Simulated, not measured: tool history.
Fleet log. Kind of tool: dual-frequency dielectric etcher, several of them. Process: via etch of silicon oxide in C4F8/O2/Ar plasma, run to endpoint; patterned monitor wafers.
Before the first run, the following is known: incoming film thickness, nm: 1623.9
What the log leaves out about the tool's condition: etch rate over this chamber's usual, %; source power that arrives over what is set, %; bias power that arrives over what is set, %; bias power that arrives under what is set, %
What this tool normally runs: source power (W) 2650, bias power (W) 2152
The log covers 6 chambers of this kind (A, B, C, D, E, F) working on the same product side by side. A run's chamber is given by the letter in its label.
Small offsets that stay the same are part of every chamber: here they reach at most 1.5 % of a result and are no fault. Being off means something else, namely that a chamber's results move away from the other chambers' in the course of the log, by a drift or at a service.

run   hour  source power (W)  bias power (W)  hours since the last wet clean  hours since the last source power generator calibration  hours since the last bias power generator calibration  endpoint time (s)
 1A    6.8              2650            2152                           175.4                                                   2036.8                                                 3670.7             278.89
       8.4  -- chamber E: wet clean of the chamber
 2B   15.4              2650            2152                           344.9                                                    883.0                                                 3925.7             281.94
 3E   23.7              2650            2152                            15.3                                                   2662.1                                                  831.7             281.26
 4F   31.3              2650            2152                           153.2                                                   2494.2                                                  477.4             276.40
 5D   42.2              2650            2152                           297.5                                                   1678.4                                                 2721.2             279.17
 6C   52.8              2650            2152                            71.8                                                   1548.4                                                 2133.0             280.91
 7B   62.0              2650            2152                           391.5                                                    929.6                                                 3972.3             280.73
 8E   70.4              2650            2152                            62.0                                                   2708.8                                                  878.4             282.76
 9A   79.3              2650            2152                           247.9                                                   2109.3                                                 3743.2             280.88
10C   85.0              2650            2152                           104.0                                                   1580.6                                                 2165.2             282.08
11D   92.4              2650            2152                           347.7                                                   1728.6                                                 2771.4             281.68
12F   98.8              2650            2152                           220.7                                                   2561.7                                                  544.9             278.94
13C  105.1              2000            2152                           124.1                                                   1600.7                                                 2185.3             316.11
     105.5  -- chamber A: source power generator calibrated
14F  115.0              2000            2152                           236.9                                                   2577.9                                                  561.1             309.44
15A  126.2              2000            2152                           294.8                                                     20.8                                                 3790.1             312.64
16B  136.7              2000            2152                           466.2                                                   1004.3                                                 4047.0             313.64
17E  147.2              2000            2152                           138.8                                                   2785.6                                                  955.2             314.50
18D  157.6              2000            2152                           412.9                                                   1793.8                                                 2836.6             313.98
19F  162.8              2650            2152                           284.7                                                   2625.7                                                  608.9             277.22
20A  170.8              2650            2152                           339.4                                                     65.4                                                 3834.7             279.94
     180.3  -- chamber F: wet clean of the chamber
21E  182.1              2650            2152                           173.7                                                   2820.5                                                  990.1             281.65
22C  191.1              2650            1930                           210.1                                                   1686.7                                                 2271.3             291.00
23B  202.2              2650            1930                           531.7                                                   1069.8                                                 4112.5             289.33
24D  207.8              2650            1930                           463.1                                                   1844.0                                                 2886.8             285.35
25E  215.1              2650            1930                           206.7                                                   2853.5                                                 1023.1             290.04
26A  221.8              2650            1930                           390.4                                                    116.4                                                 3885.7             289.90
27F  231.6              2650            1930                            51.3                                                   2694.5                                                  677.7             287.82
28B  240.1              2650            2152                           569.6                                                   1107.7                                                 4150.4             280.38
     243.2  -- chamber B: wet clean of the chamber
29C  248.4              2650            2152                           267.4                                                   1744.0                                                 2328.6             280.47
30D  254.2              3040            2152                           509.5                                                   1890.4                                                 2933.2             261.67
31A  261.7              3040            2152                           430.3                                                    156.3                                                 3925.6             264.85
32E  271.0              3040            2152                           262.6                                                   2909.4                                                 1079.0             266.90
33D  277.7              3040            2152                           533.0                                                   1913.9                                                 2956.7             263.73
34B  286.7              3040            2152                            43.6                                                   1154.3                                                 4197.0             267.36
35F  292.8              3040            2152                           112.5                                                   2755.7                                                  738.9             261.59
36C  299.3              2310            2152                           318.3                                                   1794.9                                                 2379.5             297.11
37E  309.0              2310            2152                           300.6                                                   2947.4                                                 1117.0             297.65
38F  315.3              2310            2152                           135.0                                                   2778.2                                                  761.4             292.14
39B  323.6              2310            2152                            80.5                                                   1191.2                                                 4233.9             298.53
40D  334.4              2310            2152                           589.7                                                   1970.6                                                 3013.4             291.26
41C  344.0              2310            2152                           363.0                                                   1839.6                                                 2424.2             297.46

Is one chamber out of step, is the gauge drifting, or do the chambers differ by no more than their own small offsets? For an off chamber, give its letter and the likeliest cause.

It is chamber D that slowly wanders off from its peers.
Likeliest cause: etch rate over this chamber's usual, % = 2.44.
The log may not separate it from: source power that arrives over what is set, %.

Which of the 4 candidates below, each the usual settings with something changed and its results left as question marks, puts chamber D back in line with what the other chambers give on the usual settings?
In line means no further than this from the other chambers' mean on the usual settings: endpoint time (s) 3.30
42D-1  352.2              2650            1846                                                                                                                                                                  ?
42D-2  352.2              2830            2256                                                                                                                                                                  ?
42D-3  352.2              2520            2152                                                                                                                                                                  ?
42D-4  352.2              2780            2152                                                                                                                                                                  ?

What the other chambers average on the usual settings: endpoint time (s) 280.11
  run  endpoint time (s)
42D-1             286.79
42D-2             264.22
42D-3             280.36
42D-4             269.67
42D-3 puts the chamber back in line with the other chambers.
